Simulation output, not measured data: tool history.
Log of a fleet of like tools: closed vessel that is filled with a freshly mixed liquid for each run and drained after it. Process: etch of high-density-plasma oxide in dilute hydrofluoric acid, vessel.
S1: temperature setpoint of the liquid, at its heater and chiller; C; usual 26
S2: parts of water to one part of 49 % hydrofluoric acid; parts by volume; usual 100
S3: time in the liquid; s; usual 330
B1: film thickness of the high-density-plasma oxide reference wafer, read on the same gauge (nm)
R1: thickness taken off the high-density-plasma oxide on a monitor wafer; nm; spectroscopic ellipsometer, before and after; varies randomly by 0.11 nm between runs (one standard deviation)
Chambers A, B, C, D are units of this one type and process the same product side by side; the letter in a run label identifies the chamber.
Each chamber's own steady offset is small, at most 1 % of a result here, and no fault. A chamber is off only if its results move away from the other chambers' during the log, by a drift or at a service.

run	hour	S1	S2	S3	B1	R1
1A	4.8	26	100	330	150	19.545
2C	9.8	26	100	330	150.01	19.737
3D	14.9	26	100	330	149.99	19.928
4B	18.2	26	100	330	149.99	19.346
5C	22.5	26	150	330	149.98	12.265
6A	28.2	26	150	330	149.99	12.215
7D	33.6	26	150	330	150.01	12.305
8B	40	26	150	330	150	12.154
9C	45.3	26	100	330	150.01	19.622
10A	48.4	26	100	330	150.01	19.643
11D	53.7	26	100	330	150.01	19.808
12B	57.8	26	100	330	150.01	19.44
13B	62.2	26	100	330	150.01	19.315
14A	68.7	26	100	330	150	19.748
15D	73.8	26	100	330	149.99	19.511
16C	79.2	26	100	330	150	19.708
17C	83	26	100	330	149.99	19.724
18B	87.3	26	100	330	150	19.432
19A	90.9	28.5	145	330	150.02	14.067
20D	94.6	28.5	145	330	150.01	14.056
21B	98	28.5	145	330	150	13.917
22C	104.1	28.5	145	330	150	13.906
23D	109.9	26	100	330	149.99	19.749
24A	116.5	26	100	330	150	19.844
25B	122.9	26	100	330	150	19.279
26A	129.9	26	100	330	150	19.892
# hour 132: chamber D: thermometer replaced
27C	136.8	26	100	330	150.01	19.546
28D	140.8	26	100	330	150	19.496
29B	147.4	26	100	330	150.01	19.44
30A	153.7	26	100	330	150.01	19.979
31D	159.2	26	100	330	149.99	19.665
32C	164.7	26	100	330	149.99	19.692
33B	171.2	26	55	510	150.01	57.08
34C	174.3	26	55	510	150	59.029
35A	180.4	26	55	510	150	61.472
36D	186	26	55	510	150	58.487
37A	192.7	26	100	330	149.99	20.398
38D	196.7	26	100	330	150	19.571
39B	202.6	26	100	330	150.01	19.439
40C	207.3	26	100	330	150.01	19.828
41C	212.8	26	100	330	150	19.826

One chamber off, gauge drift, or nothing amiss beyond the chambers' own small offsets? If it is a chamber, which one, and what is the likeliest cause?

It is chamber A that slowly wanders off from its peers.
What lies behind it: liquid hotter than its thermometer reads (K) = 1.24.
The log might look much the same if the cause were instead: hydrofluoric acid flow above the setpoint (%).

Below are 4 candidate recipes for chamber A's next run, each the usual settings with a change, their results shown as question marks. Which of them brings A's results back in line with what the other chambers give on the usual settings?
Allowed miss from the other chambers' usual-settings mean, per result, to count as in line: R1 0.38 nm
42A-1	217.9	26	95	330		?
42A-2	217.9	26	100	325		?
42A-3	217.9	26	100	335		?
42A-4	217.9	26	105	330		?

What the other chambers average on the usual settings: R1 19.584 nm
run	R1
42A-1	21.871
42A-2	20.313
42A-3	20.938
42A-4	19.504
Change 42A-4 lands the chamber within the allowed miss of the other chambers.
